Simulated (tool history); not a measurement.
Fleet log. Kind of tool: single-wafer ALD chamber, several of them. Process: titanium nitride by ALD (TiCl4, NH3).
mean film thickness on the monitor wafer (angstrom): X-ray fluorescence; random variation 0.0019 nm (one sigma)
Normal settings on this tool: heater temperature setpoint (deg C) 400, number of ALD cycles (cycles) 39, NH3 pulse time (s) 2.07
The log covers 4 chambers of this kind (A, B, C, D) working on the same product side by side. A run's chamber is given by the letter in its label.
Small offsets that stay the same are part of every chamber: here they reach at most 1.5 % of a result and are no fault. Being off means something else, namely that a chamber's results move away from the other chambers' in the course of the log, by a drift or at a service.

run,hour,heater temperature setpoint (deg C),number of ALD cycles (cycles),NH3 pulse time (s),hours since the last thermocouple change,"read-back reference wafer on the same gauge, thickness_nm",mean film thickness on the monitor wafer (angstrom)
1B,4.2,400,39,2.07,724.5,0.88093,8.5372
2C,9.3,400,39,2.07,1262.5,0.88112,8.6987
3D,14.0,400,39,2.07,1080.0,0.88118,8.7142
4A,19.1,400,39,2.07,2341.0,0.88064,8.7009
5B,23.6,400,39,2.07,743.9,0.88125,8.5449
6A,27.9,400,39,2.07,2349.8,0.88097,8.6924
7C,32.2,400,39,2.07,1285.4,0.88095,8.6232
8D,37.0,400,39,2.07,1103.0,0.88057,8.7165
9C,43.1,400,46,2.07,1296.3,0.88095,10.2280
10A,48.6,400,46,2.07,2370.5,0.88144,10.2720
11B,54.4,400,46,2.07,774.7,0.88105,10.1040
12D,57.4,400,46,2.07,1123.4,0.88097,10.2550
13D,63.5,400,39,2.07,1129.5,0.88100,8.7259
14B,68.3,400,39,2.07,788.6,0.88073,8.5547
15A,74.6,395,46,2.07,2396.5,0.88039,10.1910
16C,78.6,395,46,2.07,1331.8,0.88099,10.1930
17C,83.8,395,46,2.07,1337.0,0.88105,10.2060
18B,87.8,395,46,2.07,808.1,0.88076,10.0420
19D,91.5,400,39,2.07,1157.5,0.88077,8.7060
20A,95.9,400,39,2.07,2417.8,0.88088,8.7383
21D,101.9,400,39,2.07,1167.9,0.88088,8.7378
22C,107.4,400,39,2.07,1360.6,0.88077,8.6338
23A,113.7,400,39,2.07,2435.6,0.88065,8.7087
24B,117.4,400,39,2.07,837.7,0.88150,8.5421
25D,123.3,400,39,2.07,1189.3,0.88089,8.7058
26A,130.0,400,39,2.07,2451.9,0.88117,8.7199
27C,136.3,411,39,2.07,1389.5,0.88083,8.6661
28B,139.3,411,39,2.07,859.6,0.88120,8.5930

The same settings go to every chamber for the next run, one line per chamber below. Forecast the results for each:
29A,144.2,400,39,1.81,,,?
29B,144.2,400,39,1.81,,,?
29C,144.2,400,39,1.81,,,?
29D,144.2,400,39,1.81,,,?

run,mean film thickness on the monitor wafer (angstrom)
29A,8.6805
29B,8.4853
29C,8.6018
29D,8.7107
